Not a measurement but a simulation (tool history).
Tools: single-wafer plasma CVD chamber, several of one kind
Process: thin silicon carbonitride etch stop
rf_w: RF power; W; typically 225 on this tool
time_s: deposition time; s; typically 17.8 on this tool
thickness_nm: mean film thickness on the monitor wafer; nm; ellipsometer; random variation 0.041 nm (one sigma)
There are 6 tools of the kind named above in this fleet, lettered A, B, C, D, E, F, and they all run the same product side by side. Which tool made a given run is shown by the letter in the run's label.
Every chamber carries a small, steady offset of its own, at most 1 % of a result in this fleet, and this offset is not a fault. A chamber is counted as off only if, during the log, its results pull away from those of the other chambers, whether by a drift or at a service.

run   hour  rf_w  time_s  hours since the last thermocouple change  hours since the last RF generator calibration  read-back reference wafer on the same gauge, thickness_nm  thickness_nm
       2.9  -- chamber B: thermocouple changed; heater temperature recalibrated
 1D   11.8   225    17.8                                    2402.3                                         1681.1                                                     10.496        10.418
      12.8  -- chamber E: thermocouple changed; heater temperature recalibrated
 2F   17.5   225    17.8                                       662                                           33.4                                                     10.499        10.577
 3C   28.6   225    17.8                                    2018.8                                         1002.4                                                     10.501        10.509
 4E   41.4   225    17.8                                      28.7                                          909.4                                                     10.504        10.632
      47.2  -- chamber C: RF generator calibrated
 5A   53.6   225    17.8                                    2167.5                                          161.1                                                     10.504        10.493
        56  -- chamber D: thermocouple changed; heater temperature recalibrated
 6B   62.1   210    17.8                                      59.2                                         1087.1                                                     10.493        10.249
 7A   71.4   210    17.8                                    2185.3                                          178.9                                                      10.51        10.268
 8F   79.9   210    17.8                                     724.4                                           95.8                                                     10.494         10.32
 9C   89.8   210    17.8                                      2080                                           42.6                                                       10.5        10.244
10B   96.6   210    17.8                                      93.7                                         1121.6                                                     10.491        10.216
11E  107.9   210    17.8                                      95.2                                          975.9                                                     10.498        10.412
12D  114.4   225    17.8                                      58.5                                         1783.7                                                     10.512        10.471
13B  126.6   225    17.8                                     123.7                                         1151.6                                                     10.489        10.389
       137  -- chamber B: RF generator calibrated
14E  137.8   245    15.7                                     125.1                                         1005.8                                                     10.503        9.6203
15A  144.4   245    15.7                                    2258.3                                          251.9                                                      10.49         9.543
16C  155.6   245    15.7                                    2145.8                                          108.4                                                     10.502        9.4712
17D  167.9   245    15.7                                       112                                         1837.2                                                     10.499        9.5407
18F  178.8   245    15.7                                     823.3                                          194.7                                                       10.5        9.5073
19C  191.5   245    15.7                                    2181.7                                          144.3                                                     10.497         9.479
20A  202.8   225    17.8                                    2316.7                                          310.3                                                     10.501        10.509
21E    213   225    17.8                                     200.3                                           1081                                                     10.501        10.547
22B  224.8   205    19.5                                     221.9                                           87.9                                                     10.497        11.173
23F  234.9   205    19.5                                     879.4                                          250.8                                                     10.517        11.185
24D    241   205    19.5                                     185.1                                         1910.3                                                     10.495        11.129
25B  253.1   205    19.5                                     250.2                                          116.2                                                     10.495        11.131
26F  264.2   205    19.5                                     908.7                                          280.1                                                     10.503        11.257
27D  273.6   205    19.5                                     217.7                                         1942.9                                                     10.504        11.095
28E  280.5   225    17.8                                     267.8                                         1148.5                                                      10.51        10.526
29C  291.6   225    19.5                                    2281.8                                          244.4                                                     10.498        11.549
     298.6  -- chamber C: thermocouple changed; heater temperature recalibrated
30A  302.4   225    19.5                                    2416.3                                          409.9                                                     10.502        11.521
31E  310.7   225    19.5                                       298                                         1178.7                                                     10.512        11.594
32A  323.8   225    19.5                                    2437.7                                          431.3                                                       10.5        11.493
33C  330.7   225    19.5                                      32.1                                          283.5                                                     10.504        11.557
34B  341.3   225    19.5                                     338.4                                          204.4                                                     10.492        11.505
35D  349.3   225    17.8                                     293.4                                         2018.6                                                     10.506        10.491
36F  357.1   225    17.8                                    1001.6                                            373                                                       10.5        10.502
37E  366.5   225    17.8                                     353.8                                         1234.5                                                     10.507         10.56
38A  374.1   225    17.8                                      2488                                          481.6                                                     10.499         10.55
     378.3  -- chamber D: RF generator calibrated
39C  383.6   225    17.8                                        85                                          336.4                                                     10.504        10.491
40B  391.3   225    17.8                                     388.4                                          254.4                                                     10.501        10.404
41F  398.1   225    17.8                                    1042.6                                            414                                                     10.495        10.482
42D  410.2   225    17.8                                     354.3                                           31.9                                                     10.509        10.477
43F  420.3   225    17.8                                    1064.8                                          436.2                                                     10.497        10.542
44C  426.8   225    15.6                                     128.2                                          379.6                                                     10.495        9.1638

Next, all 6 chambers run the settings below, one line each with question marks for the results. What does each chamber give?
45A  436.2   225    17.8                                                                                                                                                                 ?
45B  436.2   225    17.8                                                                                                                                                                 ?
45C  436.2   225    17.8                                                                                                                                                                 ?
45D  436.2   225    17.8                                                                                                                                                                 ?
45E  436.2   225    17.8                                                                                                                                                                 ?
45F  436.2   225    17.8                                                                                                                                                                 ?

run  thickness_nm
45A        10.478
45B        10.399
45C         10.51
45D        10.461
45E        10.563
45F        10.505
